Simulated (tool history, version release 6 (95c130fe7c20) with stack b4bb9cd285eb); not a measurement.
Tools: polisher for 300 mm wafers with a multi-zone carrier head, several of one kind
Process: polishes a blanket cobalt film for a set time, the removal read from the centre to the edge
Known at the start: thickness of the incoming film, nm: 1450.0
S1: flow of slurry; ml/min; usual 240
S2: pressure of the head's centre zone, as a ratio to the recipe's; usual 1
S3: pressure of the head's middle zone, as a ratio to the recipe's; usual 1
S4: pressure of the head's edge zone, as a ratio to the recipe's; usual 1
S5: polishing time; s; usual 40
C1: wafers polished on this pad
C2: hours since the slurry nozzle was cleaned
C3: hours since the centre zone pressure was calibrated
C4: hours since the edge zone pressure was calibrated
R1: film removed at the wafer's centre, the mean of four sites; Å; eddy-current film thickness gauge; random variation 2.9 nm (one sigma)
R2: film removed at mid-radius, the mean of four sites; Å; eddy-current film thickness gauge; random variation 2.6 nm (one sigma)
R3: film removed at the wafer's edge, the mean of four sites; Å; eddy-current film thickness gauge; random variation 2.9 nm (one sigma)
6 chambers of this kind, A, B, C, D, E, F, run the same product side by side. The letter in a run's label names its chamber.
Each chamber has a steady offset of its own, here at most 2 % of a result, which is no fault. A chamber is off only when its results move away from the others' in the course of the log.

| run | hour | S1 | S2 | S3 | S4 | S5 | C1 | C2 | C3 | C4 | R1 | R2 | R3 |
|---|---|---|---|---|---|---|---|---|---|---|---|---|---|
| 1B | 7.7 | 240 | 1 | 1 | 1 | 40 | 215 | 222.7 | 518.4 | 378 | 2282.7 | 2331.9 | 2361.8 |
| 2D | 14.4 | 240 | 1 | 1 | 1 | 40 | 722 | 431.4 | 713.4 | 326.3 | 2321.5 | 2342.1 | 2280 |
|  | 20.5 | chamber E: worn pad replaced by a new one |
|  | 21 | chamber A: worn pad replaced by a new one |
| 3A | 22.2 | 240 | 1 | 1 | 1 | 40 | 12 | 353.7 | 83.1 | 1013.2 | 2319.9 | 2307.8 | 2291.7 |
|  | 27 | chamber C: worn pad replaced by a new one |
|  | 27.6 | chamber E: slurry nozzle cleaned |
|  | 29 | chamber F: worn pad replaced by a new one |
| 4E | 30.4 | 240 | 1 | 1 | 1 | 40 | 102 | 2.9 | 730.8 | 252.1 | 2358.3 | 2341.8 | 2322.6 |
| 5F | 39.8 | 240 | 1 | 1 | 1 | 40 | 111 | 778.9 | 497.8 | 564.8 | 2338.5 | 2346.8 | 2263.2 |
|  | 49.1 | chamber D: worn pad replaced by a new one |
| 6C | 49.2 | 240 | 1 | 1 | 1 | 40 | 229 | 443.8 | 249.3 | 400.2 | 2324.4 | 2304.2 | 2337.4 |
| 7C | 58.6 | 240 | 1 | 1 | 1 | 40 | 325 | 453.2 | 258.7 | 409.6 | 2401.5 | 2327.2 | 2323.2 |
| 8B | 67.8 | 240 | 1 | 1 | 1 | 40 | 833 | 282.8 | 578.5 | 438.1 | 2323.6 | 2322.7 | 2394.2 |
| 9F | 74 | 240 | 0.9 | 0.94 | 1 | 40 | 462 | 813.1 | 532 | 599 | 2094.7 | 2206.1 | 2253 |
|  | 81.3 | chamber C: worn pad replaced by a new one |
| 10E | 82.5 | 240 | 0.9 | 0.94 | 1 | 40 | 638 | 55 | 782.9 | 304.2 | 2069.8 | 2146.7 | 2306.8 |
| 11A | 87.4 | 240 | 0.9 | 0.94 | 1 | 40 | 683 | 418.9 | 148.3 | 1078.4 | 2014.5 | 2188.5 | 2306.5 |
|  | 93.6 | chamber E: worn pad replaced by a new one |
| 12D | 96.1 | 240 | 0.9 | 0.94 | 1 | 40 | 484 | 513.1 | 795.1 | 408 | 2001.5 | 2145.2 | 2304.1 |
|  | 98.8 | chamber B: worn pad replaced by a new one |
| 13A | 100.3 | 240 | 0.9 | 0.94 | 1 | 40 | 815 | 431.8 | 161.2 | 1091.3 | 2027.1 | 2152.6 | 2302.8 |
|  | 103.8 | chamber D: slurry nozzle cleaned |
|  | 104.2 | chamber F: slurry nozzle cleaned |
| 14F | 109.6 | 240 | 0.9 | 0.94 | 1 | 40 | 828 | 5.4 | 567.6 | 634.6 | 2083.5 | 2174.1 | 2304 |
| 15C | 117.2 | 240 | 1 | 1 | 1 | 40 | 369 | 511.8 | 317.3 | 468.2 | 2306.6 | 2328 | 2322.3 |
| 16B | 122.3 | 240 | 1 | 1 | 1 | 40 | 242 | 337.3 | 633 | 492.6 | 2307.6 | 2296.3 | 2361.2 |
|  | 124.8 | chamber C: edge zone pressure recalibrated |
|  | 126.6 | chamber F: worn pad replaced by a new one |
|  | 127 | chamber C: worn pad replaced by a new one |
| 17E | 129.4 | 240 | 1 | 1 | 1 | 40 | 368 | 101.9 | 829.8 | 351.1 | 2248.9 | 2278.1 | 2366.3 |
|  | 132.6 | chamber A: worn pad replaced by a new one |
|  | 138.5 | chamber D: worn pad replaced by a new one |
| 18D | 138.5 | 240 | 1 | 1 | 1 | 40 | 0 | 34.8 | 837.5 | 450.4 | 2349.7 | 2306.9 | 2313.3 |
| 19B | 147.7 | 240 | 1 | 1 | 1 | 40 | 503 | 362.7 | 658.4 | 518 | 2263.2 | 2316.6 | 2342.6 |
|  | 153.2 | chamber D: centre zone pressure recalibrated |
| 20C | 155.5 | 240 | 1 | 1 | 1 | 40 | 293 | 550.1 | 355.6 | 30.8 | 2350.8 | 2330.1 | 2333.3 |
| 21A | 163.9 | 240 | 1 | 1 | 1 | 40 | 322 | 495.4 | 224.8 | 1154.9 | 2286.7 | 2297.2 | 2324.7 |
| 22E | 168.8 | 240 | 1 | 1 | 1.07 | 40 | 773 | 141.3 | 869.2 | 390.5 | 2297.9 | 2335.6 | 2441.5 |
|  | 171.4 | chamber E: worn pad replaced by a new one |
| 23D | 173.3 | 240 | 1 | 1 | 1.07 | 40 | 358 | 69.6 | 20.1 | 485.2 | 2352.2 | 2283.6 | 2351.8 |
| 24F | 182.6 | 240 | 1 | 1 | 1.07 | 40 | 576 | 78.4 | 640.6 | 707.6 | 2340.9 | 2320.7 | 2381.2 |
|  | 182.7 | chamber F: edge zone pressure recalibrated |
|  | 184.8 | chamber C: worn pad replaced by a new one |
| 25A | 188.2 | 240 | 1 | 1 | 1.07 | 40 | 572 | 519.7 | 249.1 | 1179.2 | 2271.7 | 2327.2 | 2417.4 |
| 26C | 196.8 | 240 | 1 | 1 | 1.07 | 40 | 123 | 591.4 | 396.9 | 72.1 | 2338 | 2299.6 | 2480.4 |
| 27B | 201.4 | 240 | 1 | 1 | 1.07 | 40 | 1055 | 416.4 | 712.1 | 571.7 | 2304.6 | 2280.3 | 2439.9 |
|  | 205.2 | chamber B: worn pad replaced by a new one |
| 28E | 208.3 | 240 | 1 | 1 | 1 | 40 | 379 | 180.8 | 908.7 | 430 | 2310.8 | 2321.3 | 2379.4 |
| 29F | 217.5 | 240 | 1 | 1 | 1 | 40 | 934 | 113.3 | 675.5 | 34.8 | 2354.5 | 2336.5 | 2259.1 |
| 30D | 224 | 195 | 1.06 | 1 | 1 | 40 | 879 | 120.3 | 70.8 | 535.9 | 2446.1 | 2228.7 | 2210.6 |
| 31D | 232.9 | 195 | 1.06 | 1 | 1 | 40 | 971 | 129.2 | 79.7 | 544.8 | 2409 | 2271.2 | 2260.9 |
|  | 235.2 | chamber C: worn pad replaced by a new one |
|  | 237.1 | chamber F: worn pad replaced by a new one |
|  | 240.5 | chamber E: centre zone pressure recalibrated |
|  | 241.1 | chamber E: worn pad replaced by a new one |
| 32B | 241.2 | 195 | 1.06 | 1 | 1 | 40 | 370 | 456.2 | 751.9 | 611.5 | 2334.4 | 2262.4 | 2352.7 |
|  | 244 | chamber A: worn pad replaced by a new one |
|  | 244.7 | chamber A: edge zone pressure recalibrated |
| 33C | 247.8 | 195 | 1.06 | 1 | 1 | 40 | 130 | 642.4 | 447.9 | 123.1 | 2457.2 | 2232.1 | 2356.6 |
| 34A | 253.4 | 195 | 1.06 | 1 | 1 | 40 | 97 | 584.9 | 314.3 | 8.8 | 2400.2 | 2292.5 | 2250 |
|  | 257.1 | chamber E: edge zone pressure recalibrated |
| 35F | 259.2 | 195 | 1.06 | 1 | 1 | 40 | 227 | 155 | 717.2 | 76.5 | 2417.8 | 2215.1 | 2253.8 |
| 36E | 268.4 | 240 | 1 | 1 | 1 | 40 | 280 | 240.9 | 28 | 11.3 | 2356 | 2324.2 | 2342.9 |

Next, every chamber runs the same settings. What will each give?
| 37A | 275.2 | 240 | 1 | 1 | 1 | 40 |  |  |  |  | ? | ? | ? |
| 37B | 275.2 | 240 | 1 | 1 | 1 | 40 |  |  |  |  | ? | ? | ? |
| 37C | 275.2 | 240 | 1 | 1 | 1 | 40 |  |  |  |  | ? | ? | ? |
| 37D | 275.2 | 240 | 1 | 1 | 1 | 40 |  |  |  |  | ? | ? | ? |
| 37E | 275.2 | 240 | 1 | 1 | 1 | 40 |  |  |  |  | ? | ? | ? |
| 37F | 275.2 | 240 | 1 | 1 | 1 | 40 |  |  |  |  | ? | ? | ? |

| run | R1 | R2 | R3 |
|---|---|---|---|
| 37A | 2272.2 | 2324.1 | 2294.8 |
| 37B | 2315.5 | 2336.1 | 2318.3 |
| 37C | 2336.9 | 2299 | 2330.3 |
| 37D | 2284.8 | 2324 | 2271.7 |
| 37E | 2357.8 | 2329 | 2289.5 |
| 37F | 2347.5 | 2299.7 | 2310.7 |
